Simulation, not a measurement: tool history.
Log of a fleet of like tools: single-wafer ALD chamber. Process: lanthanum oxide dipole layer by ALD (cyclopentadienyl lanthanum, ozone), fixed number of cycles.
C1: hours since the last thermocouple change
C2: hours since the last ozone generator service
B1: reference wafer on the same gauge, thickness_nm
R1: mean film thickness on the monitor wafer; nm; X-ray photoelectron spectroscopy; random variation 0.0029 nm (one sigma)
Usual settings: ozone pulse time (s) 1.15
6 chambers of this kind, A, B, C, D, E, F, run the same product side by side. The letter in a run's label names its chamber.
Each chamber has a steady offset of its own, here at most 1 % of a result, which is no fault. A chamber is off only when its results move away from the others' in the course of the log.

Run 1D, hour 10.6: usual settings; C1 219.1; C2 421.4; B1 0.42211. Result: R1 0.51748 nm.
Run 2E, hour 16.6: usual settings; C1 508.9; C2 1517.8; B1 0.42206. Result: R1 0.51853 nm.
Run 3B, hour 27.3: usual settings; C1 818.4; C2 486.9; B1 0.42212. Result: R1 0.51987 nm.
Run 4C, hour 34.3: usual settings; C1 942.0; C2 553.6; B1 0.42241. Result: R1 0.51774 nm.
Run 5F, hour 45.2: usual settings but ozone pulse time (s) 0.76; C1 1505.6; C2 323.2; B1 0.42232. Result: R1 0.45181 nm.
Run 6A, hour 56.0: usual settings but ozone pulse time (s) 0.76; C1 423.7; C2 835.8; B1 0.42153. Result: R1 0.45447 nm.
Run 7E, hour 66.3: usual settings but ozone pulse time (s) 0.76; C1 558.6; C2 1567.5; B1 0.42203. Result: R1 0.44386 nm.
Run 8D, hour 74.0: usual settings but ozone pulse time (s) 0.76; C1 282.5; C2 484.8; B1 0.42163. Result: R1 0.44962 nm.
Run 9B, hour 81.5: usual settings but ozone pulse time (s) 0.76; C1 872.6; C2 541.1; B1 0.42158. Result: R1 0.45645 nm.
Run 10C, hour 92.7: usual settings but ozone pulse time (s) 0.76; C1 1000.4; C2 612.0; B1 0.42222. Result: R1 0.44645 nm.
Run 11F, hour 100.8: usual settings; C1 1561.2; C2 378.8; B1 0.42151. Result: R1 0.52043 nm.
Run 12A, hour 113.4: usual settings; C1 481.1; C2 893.2; B1 0.42104. Result: R1 0.52087 nm.
At hour 121.1: chamber E: ozone generator serviced.
Run 13F, hour 124.5: usual settings; C1 1584.9; C2 402.5; B1 0.42182. Result: R1 0.50996 nm.
Run 14C, hour 131.7: usual settings; C1 1039.4; C2 651.0; B1 0.42255. Result: R1 0.51599 nm.
Run 15B, hour 144.8: usual settings but ozone pulse time (s) 0.75; C1 935.9; C2 604.4; B1 0.42195. Result: R1 0.45045 nm.
Run 16A, hour 156.8: usual settings but ozone pulse time (s) 0.75; C1 524.5; C2 936.6; B1 0.42218. Result: R1 0.45334 nm.
Run 17E, hour 166.4: usual settings but ozone pulse time (s) 0.75; C1 658.7; C2 45.3; B1 0.42169. Result: R1 0.44653 nm.
Run 18D, hour 172.9: usual settings but ozone pulse time (s) 0.75; C1 381.4; C2 583.7; B1 0.42187. Result: R1 0.45005 nm.
Run 19D, hour 179.6: usual settings but ozone pulse time (s) 0.75; C1 388.1; C2 590.4; B1 0.42203. Result: R1 0.44540 nm.
Run 20C, hour 186.5: usual settings but ozone pulse time (s) 0.75; C1 1094.2; C2 705.8; B1 0.42212. Result: R1 0.44591 nm.
Run 21A, hour 193.7: usual settings; C1 561.4; C2 973.5; B1 0.42221. Result: R1 0.52011 nm.
Run 22F, hour 201.4: usual settings; C1 1661.8; C2 479.4; B1 0.42205. Result: R1 0.52230 nm.
Run 23E, hour 207.4: usual settings; C1 699.7; C2 86.3; B1 0.42179. Result: R1 0.51628 nm.
Run 24B, hour 220.0: usual settings; C1 1011.1; C2 679.6; B1 0.42160. Result: R1 0.52215 nm.
Run 25B, hour 233.1: usual settings; C1 1024.2; C2 692.7; B1 0.42199. Result: R1 0.52114 nm.
Run 26A, hour 239.3: usual settings; C1 607.0; C2 1019.1; B1 0.42170. Result: R1 0.52469 nm.
Run 27D, hour 248.1: usual settings but ozone pulse time (s) 1.39; C1 456.6; C2 658.9; B1 0.42185. Result: R1 0.53827 nm.
Run 28F, hour 259.0: usual settings but ozone pulse time (s) 1.39; C1 1719.4; C2 537.0; B1 0.42180. Result: R1 0.54427 nm.
Run 29E, hour 264.9: usual settings but ozone pulse time (s) 1.39; C1 757.2; C2 143.8; B1 0.42206. Result: R1 0.53903 nm.
At hour 272.6: chamber C: ozone generator serviced.
Run 30C, hour 277.4: usual settings but ozone pulse time (s) 1.39; C1 1185.1; C2 4.8; B1 0.42191. Result: R1 0.54000 nm.
Run 31C, hour 285.3: usual settings but ozone pulse time (s) 1.39; C1 1193.0; C2 12.7; B1 0.42141. Result: R1 0.53706 nm.
At hour 291.3: chamber B: ozone generator serviced.
Run 32E, hour 294.3: usual settings but ozone pulse time (s) 1.39; C1 786.6; C2 173.2; B1 0.42184. Result: R1 0.54447 nm.
Run 33B, hour 305.9: usual settings but ozone pulse time (s) 0.71; C1 1097.0; C2 14.7; B1 0.42248. Result: R1 0.43725 nm.
Run 34A, hour 318.5: usual settings but ozone pulse time (s) 0.71; C1 686.2; C2 1098.3; B1 0.42223. Result: R1 0.43942 nm.
Run 35F, hour 329.3: usual settings but ozone pulse time (s) 0.71; C1 1789.7; C2 607.3; B1 0.42180. Result: R1 0.43988 nm.
Run 36D, hour 342.5: usual settings but ozone pulse time (s) 0.71; C1 551.0; C2 753.3; B1 0.42239. Result: R1 0.43647 nm.
Run 37E, hour 351.3: usual settings but ozone pulse time (s) 0.71; C1 843.6; C2 230.2; B1 0.42178. Result: R1 0.43611 nm.
Run 38A, hour 362.8: usual settings but ozone pulse time (s) 0.71; C1 730.5; C2 1142.6; B1 0.42192. Result: R1 0.43681 nm.
Run 39C, hour 369.5: usual settings; C1 1277.2; C2 96.9; B1 0.42230. Result: R1 0.51646 nm.
Run 40F, hour 378.4: usual settings; C1 1838.8; C2 656.4; B1 0.42220. Result: R1 0.52139 nm.
Run 41B, hour 386.7: usual settings; C1 1177.8; C2 95.5; B1 0.42253. Result: R1 0.52576 nm.
Run 42D, hour 400.0: usual settings but ozone pulse time (s) 1.47; C1 608.5; C2 810.8; B1 0.42136. Result: R1 0.54526 nm.
Run 43C, hour 408.1: usual settings but ozone pulse time (s) 1.47; C1 1315.8; C2 135.5; B1 0.42171. Result: R1 0.54481 nm.
Run 44E, hour 417.9: usual settings but ozone pulse time (s) 1.47; C1 910.2; C2 296.8; B1 0.42188. Result: R1 0.54506 nm.

Is one chamber off against the others, does the gauge drift, or is nothing wrong? If a chamber is off, say which, and what the likeliest cause is.

No chamber stands off beyond its own small offset, and the gauge holds steady.
